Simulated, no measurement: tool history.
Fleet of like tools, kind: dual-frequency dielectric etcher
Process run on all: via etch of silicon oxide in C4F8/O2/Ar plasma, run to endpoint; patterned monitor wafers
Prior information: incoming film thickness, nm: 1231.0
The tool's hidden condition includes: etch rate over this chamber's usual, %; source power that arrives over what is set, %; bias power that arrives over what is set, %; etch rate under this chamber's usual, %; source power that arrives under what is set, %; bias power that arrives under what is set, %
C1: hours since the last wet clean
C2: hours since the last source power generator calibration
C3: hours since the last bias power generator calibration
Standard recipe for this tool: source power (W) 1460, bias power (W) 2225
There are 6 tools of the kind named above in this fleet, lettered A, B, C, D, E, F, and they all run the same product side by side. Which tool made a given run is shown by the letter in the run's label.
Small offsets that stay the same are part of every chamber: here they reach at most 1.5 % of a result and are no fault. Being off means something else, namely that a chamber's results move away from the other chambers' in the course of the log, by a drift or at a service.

-- hour=3.5 chamber D: wet clean of the chamber
run 1D hour=7.5 | source_power_(W)=1460 bias_power_(W)=2225 | C1=4.1 C2=1886.5 C3=2628.1 | endpoint_time_(s)=267.08
run 2B hour=13.4 | source_power_(W)=1460 bias_power_(W)=2225 | C1=431 C2=493.7 C3=54.1 | endpoint_time_(s)=269.35
run 3C hour=17.5 | source_power_(W)=1460 bias_power_(W)=2225 | C1=479.5 C2=3696.8 C3=963 | endpoint_time_(s)=265.08
run 4E hour=22.1 | source_power_(W)=1460 bias_power_(W)=2225 | C1=74.1 C2=3728.5 C3=388.9 | endpoint_time_(s)=269.56
run 5A hour=26.3 | source_power_(W)=1460 bias_power_(W)=2225 | C1=408.9 C2=3053.6 C3=2263 | endpoint_time_(s)=264.76
run 6F hour=33.1 | source_power_(W)=1460 bias_power_(W)=2225 | C1=54.6 C2=40 C3=1123.6 | endpoint_time_(s)=269.46
run 7A hour=39.9 | source_power_(W)=1460 bias_power_(W)=2225 | C1=422.5 C2=3067.2 C3=2276.6 | endpoint_time_(s)=263.36
-- hour=42.3 chamber C: wet clean of the chamber
run 8C hour=45.1 | source_power_(W)=1460 bias_power_(W)=2225 | C1=2.8 C2=3724.4 C3=990.6 | endpoint_time_(s)=267.7
run 9E hour=51.7 | source_power_(W)=1460 bias_power_(W)=2225 | C1=103.7 C2=3758.1 C3=418.5 | endpoint_time_(s)=270.83
run 10F hour=59.4 | source_power_(W)=1460 bias_power_(W)=2225 | C1=80.9 C2=66.3 C3=1149.9 | endpoint_time_(s)=267.2
run 11B hour=63.8 | source_power_(W)=1460 bias_power_(W)=2225 | C1=481.4 C2=544.1 C3=104.5 | endpoint_time_(s)=269.22
run 12D hour=68.5 | source_power_(W)=1460 bias_power_(W)=1977 | C1=65.1 C2=1947.5 C3=2689.1 | endpoint_time_(s)=276.97
run 13B hour=73.5 | source_power_(W)=1460 bias_power_(W)=1977 | C1=491.1 C2=553.8 C3=114.2 | endpoint_time_(s)=276.76
-- hour=75.2 chamber A: wet clean of the chamber
run 14E hour=77.7 | source_power_(W)=1460 bias_power_(W)=1977 | C1=129.7 C2=3784.1 C3=444.5 | endpoint_time_(s)=281.46
run 15A hour=86 | source_power_(W)=1460 bias_power_(W)=1977 | C1=10.8 C2=3113.3 C3=2322.7 | endpoint_time_(s)=274.72
-- hour=91.5 chamber B: wet clean of the chamber
run 16C hour=91.9 | source_power_(W)=1460 bias_power_(W)=1977 | C1=49.6 C2=3771.2 C3=1037.4 | endpoint_time_(s)=271.21
run 17D hour=99 | source_power_(W)=1460 bias_power_(W)=1977 | C1=95.6 C2=1978 C3=2719.6 | endpoint_time_(s)=275.16
-- hour=99.2 chamber A: source power generator calibrated
run 18F hour=105.6 | source_power_(W)=1460 bias_power_(W)=2225 | C1=127.1 C2=112.5 C3=1196.1 | endpoint_time_(s)=268.67
run 19A hour=110.6 | source_power_(W)=1460 bias_power_(W)=2225 | C1=35.4 C2=11.4 C3=2347.3 | endpoint_time_(s)=263.45
run 20E hour=118.2 | source_power_(W)=1460 bias_power_(W)=2225 | C1=170.2 C2=3824.6 C3=485 | endpoint_time_(s)=271.22
run 21F hour=124.8 | source_power_(W)=1460 bias_power_(W)=2225 | C1=146.3 C2=131.7 C3=1215.3 | endpoint_time_(s)=269.71
run 22B hour=128.9 | source_power_(W)=1460 bias_power_(W)=2225 | C1=37.4 C2=609.2 C3=169.6 | endpoint_time_(s)=267.77
run 23C hour=136.1 | source_power_(W)=1460 bias_power_(W)=2225 | C1=93.8 C2=3815.4 C3=1081.6 | endpoint_time_(s)=266.48
run 24D hour=140.7 | source_power_(W)=1460 bias_power_(W)=2225 | C1=137.3 C2=2019.7 C3=2761.3 | endpoint_time_(s)=268.9
run 25D hour=147.9 | source_power_(W)=1460 bias_power_(W)=2225 | C1=144.5 C2=2026.9 C3=2768.5 | endpoint_time_(s)=267.5
run 26B hour=156.1 | source_power_(W)=1460 bias_power_(W)=2225 | C1=64.6 C2=636.4 C3=196.8 | endpoint_time_(s)=266.73
run 27E hour=163.1 | source_power_(W)=1460 bias_power_(W)=2225 | C1=215.1 C2=3869.5 C3=529.9 | endpoint_time_(s)=272.73
run 28F hour=168.3 | source_power_(W)=1460 bias_power_(W)=2225 | C1=189.8 C2=175.2 C3=1258.8 | endpoint_time_(s)=267.88
run 29C hour=173.3 | source_power_(W)=1460 bias_power_(W)=2225 | C1=131 C2=3852.6 C3=1118.8 | endpoint_time_(s)=266.96
run 30A hour=179.8 | source_power_(W)=1460 bias_power_(W)=2225 | C1=104.6 C2=80.6 C3=2416.5 | endpoint_time_(s)=266.06
run 31B hour=186.9 | source_power_(W)=1460 bias_power_(W)=2225 | C1=95.4 C2=667.2 C3=227.6 | endpoint_time_(s)=268.56
run 32F hour=195.1 | source_power_(W)=1460 bias_power_(W)=2225 | C1=216.6 C2=202 C3=1285.6 | endpoint_time_(s)=270.67
run 33A hour=203.5 | source_power_(W)=1460 bias_power_(W)=2225 | C1=128.3 C2=104.3 C3=2440.2 | endpoint_time_(s)=265.08
run 34C hour=210.6 | source_power_(W)=1460 bias_power_(W)=2225 | C1=168.3 C2=3889.9 C3=1156.1 | endpoint_time_(s)=264.16
run 35E hour=214.9 | source_power_(W)=1460 bias_power_(W)=2225 | C1=266.9 C2=3921.3 C3=581.7 | endpoint_time_(s)=270.18
run 36D hour=223.2 | source_power_(W)=1460 bias_power_(W)=2225 | C1=219.8 C2=2102.2 C3=2843.8 | endpoint_time_(s)=268.84
run 37C hour=231.4 | source_power_(W)=1460 bias_power_(W)=2225 | C1=189.1 C2=3910.7 C3=1176.9 | endpoint_time_(s)=266.83
run 38B hour=238.1 | source_power_(W)=1460 bias_power_(W)=2225 | C1=146.6 C2=718.4 C3=278.8 | endpoint_time_(s)=267.36
run 39A hour=243.9 | source_power_(W)=1460 bias_power_(W)=2225 | C1=168.7 C2=144.7 C3=2480.6 | endpoint_time_(s)=267.25
run 40F hour=249.6 | source_power_(W)=1460 bias_power_(W)=2225 | C1=271.1 C2=256.5 C3=1340.1 | endpoint_time_(s)=271.21
run 41E hour=254.6 | source_power_(W)=1460 bias_power_(W)=2225 | C1=306.6 C2=3961 C3=621.4 | endpoint_time_(s)=268.32

One chamber off, gauge drift, or nothing amiss beyond the chambers' own small offsets? If it is a chamber, which one, and what is the likeliest cause?

Beyond each chamber's small constant offset nothing stands out, and the gauge stays steady.
